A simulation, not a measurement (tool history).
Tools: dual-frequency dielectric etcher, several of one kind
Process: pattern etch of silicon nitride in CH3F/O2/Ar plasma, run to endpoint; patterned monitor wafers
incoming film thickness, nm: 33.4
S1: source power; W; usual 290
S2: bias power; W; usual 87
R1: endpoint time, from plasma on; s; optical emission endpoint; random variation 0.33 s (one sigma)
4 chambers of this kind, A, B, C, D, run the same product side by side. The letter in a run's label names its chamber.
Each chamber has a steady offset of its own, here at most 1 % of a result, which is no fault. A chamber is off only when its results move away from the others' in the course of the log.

Run 1D, hour 8.9: usual settings. Result: R1 50.824 s.
Run 2A, hour 17.5: usual settings. Result: R1 50.419 s.
Run 3B, hour 25.6: usual settings. Result: R1 50.464 s.
Run 4C, hour 30.1: usual settings. Result: R1 51.229 s.
Run 5C, hour 40: usual settings. Result: R1 51.459 s.
Run 6D, hour 49.9: usual settings. Result: R1 51.22 s.
Run 7B, hour 59.6: usual settings. Result: R1 50.886 s.
Run 8A, hour 67.3: usual settings. Result: R1 51.346 s.
Run 9C, hour 76.6: usual settings. Result: R1 51.242 s.
Run 10B, hour 84.4: usual settings. Result: R1 50.737 s.
Run 11D, hour 92.1: usual settings but S1 340 W. Result: R1 48.409 s.
Run 12A, hour 99.1: usual settings but S1 340 W. Result: R1 47.868 s.
Run 13B, hour 104.2: usual settings but S1 340 W. Result: R1 47.837 s.
Run 14C, hour 113.8: usual settings but S1 340 W. Result: R1 48.106 s.
Run 15D, hour 119.2: usual settings. Result: R1 50.759 s.
Run 16A, hour 124.7: usual settings. Result: R1 51.237 s.
At hour 128.4: chamber D: bias power generator calibrated.
Run 17A, hour 133.7: usual settings but S2 94 W. Result: R1 49.28 s.
Run 18C, hour 143.1: usual settings but S2 94 W. Result: R1 50.385 s.
Run 19B, hour 147.9: usual settings but S2 94 W. Result: R1 49.494 s.
Run 20D, hour 152.5: usual settings but S2 94 W. Result: R1 49.919 s.
Run 21D, hour 159.8: usual settings. Result: R1 51.379 s.
Run 22B, hour 167: usual settings but S1 260 W, S2 80 W. Result: R1 54.31 s.
Run 23A, hour 175.1: usual settings but S1 260 W, S2 80 W. Result: R1 54.531 s.
At hour 175.6: chamber A: source power generator calibrated.
Run 24C, hour 184.8: usual settings but S1 260 W, S2 80 W. Result: R1 55.403 s.
Run 25B, hour 193.3: usual settings but S1 260 W, S2 80 W. Result: R1 54.232 s.
Run 26A, hour 201: usual settings. Result: R1 50.438 s.
Run 27C, hour 206: usual settings. Result: R1 51.077 s.
Run 28D, hour 216.2: usual settings but S1 250 W, S2 80 W. Result: R1 56.091 s.
Run 29D, hour 221.1: usual settings but S1 250 W, S2 80 W. Result: R1 55.955 s.
At hour 224.8: chamber B: wet clean of the chamber.
At hour 226.8: chamber D: wet clean of the chamber.
Run 30C, hour 230.1: usual settings but S1 250 W, S2 80 W. Result: R1 55.933 s.
Run 31B, hour 236.1: usual settings but S1 250 W, S2 80 W. Result: R1 55.539 s.
Run 32A, hour 241.6: usual settings. Result: R1 50.477 s.
Run 33A, hour 250.8: usual settings. Result: R1 50.493 s.
Run 34D, hour 260.1: usual settings. Result: R1 50.895 s.
Run 35B, hour 265: usual settings. Result: R1 50.881 s.
At hour 269.1: chamber C: wet clean of the chamber.
Run 36C, hour 271.8: usual settings. Result: R1 51.809 s.
Run 37C, hour 281.4: usual settings but S1 340 W, S2 93 W. Result: R1 47.318 s.
Run 38D, hour 287.3: usual settings but S1 340 W, S2 93 W. Result: R1 46.821 s.

Is one chamber off against the others, does the gauge drift, or is nothing wrong? If a chamber is off, say which, and what the likeliest cause is.

No chamber stands off beyond its own small offset, and the gauge holds steady.
